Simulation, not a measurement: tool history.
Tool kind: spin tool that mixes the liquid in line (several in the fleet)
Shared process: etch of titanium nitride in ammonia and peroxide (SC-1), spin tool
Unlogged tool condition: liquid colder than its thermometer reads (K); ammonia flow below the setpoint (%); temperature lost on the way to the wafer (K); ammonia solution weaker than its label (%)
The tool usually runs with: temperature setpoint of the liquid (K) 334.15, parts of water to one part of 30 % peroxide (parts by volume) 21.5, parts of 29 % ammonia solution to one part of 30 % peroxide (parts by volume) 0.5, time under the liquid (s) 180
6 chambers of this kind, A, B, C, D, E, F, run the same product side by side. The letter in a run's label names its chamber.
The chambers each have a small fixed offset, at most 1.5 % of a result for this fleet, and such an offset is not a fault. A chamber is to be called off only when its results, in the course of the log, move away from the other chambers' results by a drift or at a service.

run	hour	temperature setpoint of the liquid (K)	parts of water to one part of 30 % peroxide (parts by volume)	parts of 29 % ammonia solution to one part of 30 % peroxide (parts by volume)	time under the liquid (s)	hours since the thermometer was replaced	hours since the ammonia flow meter was replaced	hours since the heated supply line was repaired	hours since the drum of ammonia solution was connected	read-back film thickness of the titanium nitride reference wafer, read on the same gauge (nm)	thickness taken off the titanium nitride on a monitor wafer (nm)
1E	5.9	334.15	21.5	0.5	180	1163.8	489.9	2049	511.4	29.961	16.245
2B	15.4	334.15	21.5	0.5	180	1009.1	1138.2	1063.8	171.5	29.963	16.536
3D	27.7	334.15	21.5	0.5	180	407.5	66.1	1810	238.3	29.971	16.509
4C	33.7	334.15	21.5	0.5	180	1166.1	567.6	421.6	251.7	29.999	16.141
# hour 35.6: chamber B: ammonia flow meter replaced
5F	42.9	334.15	21.5	0.5	180	1056.2	285.1	3044.7	140.9	29.986	16.118
6A	49.4	334.15	21.5	0.5	180	573.9	1224.5	531.7	70.3	30.019	16.234
# hour 54.9: chamber D: new drum of ammonia solution connected
7A	60.3	334.15	21.5	0.7	100	584.8	1235.4	542.6	81.2	29.989	9.5776
# hour 64.7: chamber A: ammonia flow meter replaced
8E	66.2	334.15	21.5	0.7	100	1224.1	550.2	2109.3	571.7	30.016	9.7527
9C	72.4	334.15	21.5	0.7	100	1204.8	606.3	460.3	290.4	30.01	9.6682
10F	82.2	334.15	21.5	0.7	100	1095.5	324.4	3084	180.2	30.007	9.4942
11B	88.3	334.15	21.5	0.7	100	1082	52.7	1136.7	244.4	29.981	9.7605
12D	93.8	334.15	21.5	0.7	100	473.6	132.2	1876.1	38.9	30.021	9.6982
13A	101.8	334.15	21.5	0.5	180	626.3	37.1	584.1	122.7	29.967	16.058
14F	107.5	334.15	21.5	0.5	180	1120.8	349.7	3109.3	205.5	30.018	16.173
15D	119	334.15	21.5	0.5	180	498.8	157.4	1901.3	64.1	29.995	16.364
16B	125.7	334.15	21.5	0.5	180	1119.4	90.1	1174.1	281.8	30.022	16.363
17E	136.3	334.15	21.5	0.5	180	1294.2	620.3	2179.4	641.8	30.028	15.937
18C	144.6	334.15	21.5	0.5	180	1277	678.5	532.5	362.6	30.003	16.456
19C	156.8	334.15	21.5	0.5	180	1289.2	690.7	544.7	374.8	29.973	16.399
# hour 163.3: chamber F: heated supply line repaired
20B	164.4	334.15	21.5	0.5	180	1158.1	128.8	1212.8	320.5	30	16.513
21E	172.6	334.15	21.5	0.5	180	1330.5	656.6	2215.7	678.1	29.961	16.326
22F	184	334.15	21.5	0.5	180	1197.3	426.2	20.8	282	29.997	16.213
23A	191	334.15	21.5	0.5	180	715.5	126.3	673.3	211.9	30	15.294
24D	200.9	334.15	21.5	0.5	180	580.7	239.3	1983.2	146	29.983	16.262
25C	206.8	334.15	21.5	0.5	180	1339.2	740.7	594.7	424.8	30.002	16.229
26F	213.7	334.15	21.5	0.5	180	1227	455.9	50.5	311.7	29.977	16.309
# hour 216.3: chamber A: new drum of ammonia solution connected
27D	221.3	334.15	21.5	0.5	180	601.1	259.7	2003.6	166.4	29.996	16.219
28E	232.7	334.15	21.5	0.5	180	1390.6	716.7	2275.8	738.2	29.941	16.196
29B	244.2	334.15	21.5	0.5	180	1237.9	208.6	1292.6	400.3	29.993	16.476
30A	251.7	334.15	21.5	0.5	180	776.2	187	734	35.5	29.993	15.311
# hour 259.8: chamber C: new drum of ammonia solution connected
31F	262.6	334.15	21.5	0.5	180	1275.9	504.8	99.4	360.6	30.02	16.265
32E	268.9	334.15	21.5	0.5	180	1426.8	752.9	2312	774.4	29.968	16.078
33D	278.7	334.15	21.5	0.5	180	658.5	317.1	2061	223.8	30.016	16.309
34A	291.1	334.15	21.5	0.5	245	815.6	226.4	773.4	74.9	29.979	20.239
35C	299.6	334.15	21.5	0.5	245	1432	833.5	687.5	39.9	30.015	22.372
36B	308.6	334.15	21.5	0.5	245	1302.3	273	1357	464.7	29.985	22.383
37E	314.8	334.15	21.5	0.5	245	1472.7	798.8	2357.9	820.3	30.002	22.138
38C	321.9	334.15	21.5	0.5	245	1454.3	855.8	709.8	62.2	29.979	22.27

Next, all 6 chambers run the settings below, one line each with question marks for the results. What does each chamber give?
39A	330.9	334.15	21.5	0.5	180						?
39B	330.9	334.15	21.5	0.5	180						?
39C	330.9	334.15	21.5	0.5	180						?
39D	330.9	334.15	21.5	0.5	180						?
39E	330.9	334.15	21.5	0.5	180						?
39F	330.9	334.15	21.5	0.5	180						?

run	thickness taken off the titanium nitride on a monitor wafer (nm)
39A	14.712
39B	16.484
39C	16.187
39D	16.327
39E	16.09
39F	16.053
